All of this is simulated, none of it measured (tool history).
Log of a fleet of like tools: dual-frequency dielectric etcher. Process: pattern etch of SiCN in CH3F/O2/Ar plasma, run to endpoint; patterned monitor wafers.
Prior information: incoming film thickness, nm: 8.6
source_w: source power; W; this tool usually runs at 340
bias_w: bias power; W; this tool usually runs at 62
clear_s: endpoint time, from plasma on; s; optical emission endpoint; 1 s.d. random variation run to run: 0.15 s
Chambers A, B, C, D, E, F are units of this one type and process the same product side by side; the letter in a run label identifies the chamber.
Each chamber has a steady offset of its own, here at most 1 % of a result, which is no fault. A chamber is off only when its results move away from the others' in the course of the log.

run	hour	source_w	bias_w	hours since the last wet clean	hours since the last source power generator calibration	hours since the last bias power generator calibration	clear_s
1D	4.9	340	62	86.6	4235.6	415.7	25.564
2F	10.4	340	62	342.9	748.3	311.0	25.843
3E	13.3	340	62	201.8	567.6	2516.5	25.563
4C	17.9	340	62	122.4	1442.5	479.2	25.232
5B	23.9	340	62	210.3	1228.5	4360.6	25.753
6A	28.5	280	54	403.8	2780.2	3041.3	28.878
7E	32.4	280	54	220.9	586.7	2535.6	28.947
8B	37.3	280	54	223.7	1241.9	4374.0	28.967
9A	42.6	280	54	417.9	2794.3	3055.4	29.220
10F	48.9	280	54	381.4	786.8	349.5	28.813
# hour 52.4: chamber F: wet clean of the chamber
11C	53.1	280	54	157.6	1477.7	514.4	28.349
12D	57.0	340	62	138.7	4287.7	467.8	25.797
13E	63.0	290	52	251.5	617.3	2566.2	29.074
14F	68.4	290	52	16.1	806.3	369.0	28.690
15D	74.4	290	52	156.1	4305.1	485.2	28.988
16C	79.6	290	52	184.1	1504.2	540.9	28.830
17B	83.2	290	52	269.6	1287.8	4419.9	28.965
18A	88.6	290	52	463.9	2840.3	3101.4	28.860
19A	91.6	340	62	466.9	2843.3	3104.4	26.116
20C	94.6	340	62	199.1	1519.2	555.9	25.521
21B	99.5	340	62	285.9	1304.1	4436.2	25.853
22D	105.6	340	62	187.3	4336.3	516.4	25.336
23F	111.0	340	62	58.7	848.9	411.6	25.877
24E	114.5	340	62	303.0	668.8	2617.7	25.677
25A	117.8	340	62	493.1	2869.5	3130.6	25.730
26D	122.7	340	62	204.4	4353.4	533.5	25.638
27B	127.6	340	62	314.0	1332.2	4464.3	25.539
28E	132.2	340	62	320.7	686.5	2635.4	25.431
# hour 133.4: chamber B: wet clean of the chamber
29C	136.3	340	62	240.8	1560.9	597.6	25.589
30F	142.2	340	62	89.9	880.1	442.8	25.520
31B	148.4	340	68	15.0	1353.0	4485.1	25.297
32C	152.6	340	68	257.1	1577.2	613.9	24.534
33D	157.5	340	68	239.2	4388.2	568.3	24.770
34A	160.9	340	68	536.2	2912.6	3173.7	24.786
35F	165.1	340	68	112.8	903.0	465.7	24.950
36E	171.3	340	68	359.8	725.6	2674.5	24.711
# hour 173.9: chamber A: wet clean of the chamber
37B	174.4	410	48	41.0	1379.0	4511.1	26.035
38A	177.4	410	48	3.5	2929.1	3190.2	26.044
39D	180.8	410	48	262.5	4411.5	591.6	26.214
40F	183.6	410	48	131.3	921.5	484.2	26.306
41E	188.9	410	48	377.4	743.2	2692.1	26.004

What goes on in this fleet: one chamber off, a drifting gauge, or nothing beyond the chambers' own small offsets? Name the chamber and the cause, if any.

Neither any chamber nor the gauge drifts; the chambers differ only by their own small, steady offsets.
